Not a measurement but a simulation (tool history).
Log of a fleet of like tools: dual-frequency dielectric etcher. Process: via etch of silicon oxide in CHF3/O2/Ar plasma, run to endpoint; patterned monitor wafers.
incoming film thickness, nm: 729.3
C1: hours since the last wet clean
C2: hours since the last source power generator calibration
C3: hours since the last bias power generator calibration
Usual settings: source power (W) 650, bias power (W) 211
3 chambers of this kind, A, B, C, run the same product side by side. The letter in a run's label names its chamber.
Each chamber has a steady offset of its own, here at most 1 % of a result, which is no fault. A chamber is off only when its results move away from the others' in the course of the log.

{"run": "1C", "hour": 10.8, "source power (W)": 650, "bias power (W)": 211, "C1": 475.4, "C2": 1886.8, "C3": 2463.5, "endpoint time (s)": 332.89}
{"run": "2A", "hour": 21.0, "source power (W)": 650, "bias power (W)": 211, "C1": 205.3, "C2": 402.4, "C3": 1058.5, "endpoint time (s)": 337.07}
{"run": "3B", "hour": 34.4, "source power (W)": 650, "bias power (W)": 211, "C1": 185.4, "C2": 1896.7, "C3": 3310.0, "endpoint time (s)": 340.63}
{"run": "4B", "hour": 42.9, "source power (W)": 650, "bias power (W)": 211, "C1": 193.9, "C2": 1905.2, "C3": 3318.5, "endpoint time (s)": 340.5}
{"hour": 56.0, "done": "chamber C: wet clean of the chamber"}
{"run": "5C", "hour": 56.4, "source power (W)": 650, "bias power (W)": 175, "C1": 0.5, "C2": 1932.4, "C3": 2509.1, "endpoint time (s)": 360.95}
{"run": "6A", "hour": 72.2, "source power (W)": 650, "bias power (W)": 175, "C1": 256.5, "C2": 453.6, "C3": 1109.7, "endpoint time (s)": 357.65}
{"run": "7A", "hour": 82.2, "source power (W)": 650, "bias power (W)": 175, "C1": 266.5, "C2": 463.6, "C3": 1119.7, "endpoint time (s)": 355.72}
{"run": "8B", "hour": 94.6, "source power (W)": 650, "bias power (W)": 211, "C1": 245.6, "C2": 1956.9, "C3": 3370.2, "endpoint time (s)": 337.68}
{"run": "9C", "hour": 109.2, "source power (W)": 650, "bias power (W)": 211, "C1": 53.3, "C2": 1985.2, "C3": 2561.9, "endpoint time (s)": 335.24}
{"run": "10A", "hour": 116.4, "source power (W)": 650, "bias power (W)": 211, "C1": 300.7, "C2": 497.8, "C3": 1153.9, "endpoint time (s)": 335.36}
{"run": "11C", "hour": 125.1, "source power (W)": 650, "bias power (W)": 211, "C1": 69.2, "C2": 2001.1, "C3": 2577.8, "endpoint time (s)": 335.59}
{"run": "12B", "hour": 139.1, "source power (W)": 550, "bias power (W)": 252, "C1": 290.1, "C2": 2001.4, "C3": 3414.7, "endpoint time (s)": 340.21}
{"run": "13A", "hour": 154.7, "source power (W)": 550, "bias power (W)": 252, "C1": 339.0, "C2": 536.1, "C3": 1192.2, "endpoint time (s)": 331.45}
{"run": "14B", "hour": 168.2, "source power (W)": 550, "bias power (W)": 252, "C1": 319.2, "C2": 2030.5, "C3": 3443.8, "endpoint time (s)": 338.82}
{"run": "15C", "hour": 181.6, "source power (W)": 650, "bias power (W)": 211, "C1": 125.7, "C2": 2057.6, "C3": 2634.3, "endpoint time (s)": 338.66}
{"run": "16C", "hour": 195.4, "source power (W)": 550, "bias power (W)": 211, "C1": 139.5, "C2": 2071.4, "C3": 2648.1, "endpoint time (s)": 357.5}
{"run": "17B", "hour": 207.1, "source power (W)": 550, "bias power (W)": 211, "C1": 358.1, "C2": 2069.4, "C3": 3482.7, "endpoint time (s)": 361.97}
{"run": "18A", "hour": 217.6, "source power (W)": 550, "bias power (W)": 211, "C1": 401.9, "C2": 599.0, "C3": 1255.1, "endpoint time (s)": 349.34}
{"run": "19A", "hour": 225.3, "source power (W)": 790, "bias power (W)": 211, "C1": 409.6, "C2": 606.7, "C3": 1262.8, "endpoint time (s)": 303.77}
{"run": "20C", "hour": 232.2, "source power (W)": 790, "bias power (W)": 211, "C1": 176.3, "C2": 2108.2, "C3": 2684.9, "endpoint time (s)": 312.29}
{"run": "21B", "hour": 239.1, "source power (W)": 790, "bias power (W)": 211, "C1": 390.1, "C2": 2101.4, "C3": 3514.7, "endpoint time (s)": 316.15}
{"run": "22A", "hour": 248.1, "source power (W)": 650, "bias power (W)": 211, "C1": 432.4, "C2": 629.5, "C3": 1285.6, "endpoint time (s)": 323.65}
{"run": "23B", "hour": 256.1, "source power (W)": 650, "bias power (W)": 211, "C1": 407.1, "C2": 2118.4, "C3": 3531.7, "endpoint time (s)": 342.19}
{"run": "24C", "hour": 268.8, "source power (W)": 650, "bias power (W)": 211, "C1": 212.9, "C2": 2144.8, "C3": 2721.5, "endpoint time (s)": 337.45}
{"run": "25A", "hour": 280.3, "source power (W)": 650, "bias power (W)": 211, "C1": 464.6, "C2": 661.7, "C3": 1317.8, "endpoint time (s)": 321.96}

What goes on in this fleet: one chamber off, a drifting gauge, or nothing beyond the chambers' own small offsets? Name the chamber and the cause, if any.

Chamber A drifts away from the others.
Cause: etch rate over this chamber's usual, % = 4.36.

Here are 4 candidates for chamber A's next run, each the usual settings with a change, their results left as question marks. Which one brings its results back in line with what the others give on the usual settings?
In line means no further than this from the other chambers' mean on the usual settings: endpoint time (s) 5.80
{"run": "26A-1", "hour": 291.7, "source power (W)": 610, "bias power (W)": 198, "endpoint time (s)": "?"}
{"run": "26A-2", "hour": 291.7, "source power (W)": 620, "bias power (W)": 211, "endpoint time (s)": "?"}
{"run": "26A-3", "hour": 291.7, "source power (W)": 660, "bias power (W)": 216, "endpoint time (s)": "?"}
{"run": "26A-4", "hour": 291.7, "source power (W)": 730, "bias power (W)": 211, "endpoint time (s)": "?"}

The other chambers' mean on the usual settings: endpoint time (s) 338.60
run=26A-1 endpoint_time_(s)=338.41
run=26A-2 endpoint_time_(s)=329.11
run=26A-3 endpoint_time_(s)=318.93
run=26A-4 endpoint_time_(s)=309.57
26A-1 brings the chamber back in line.
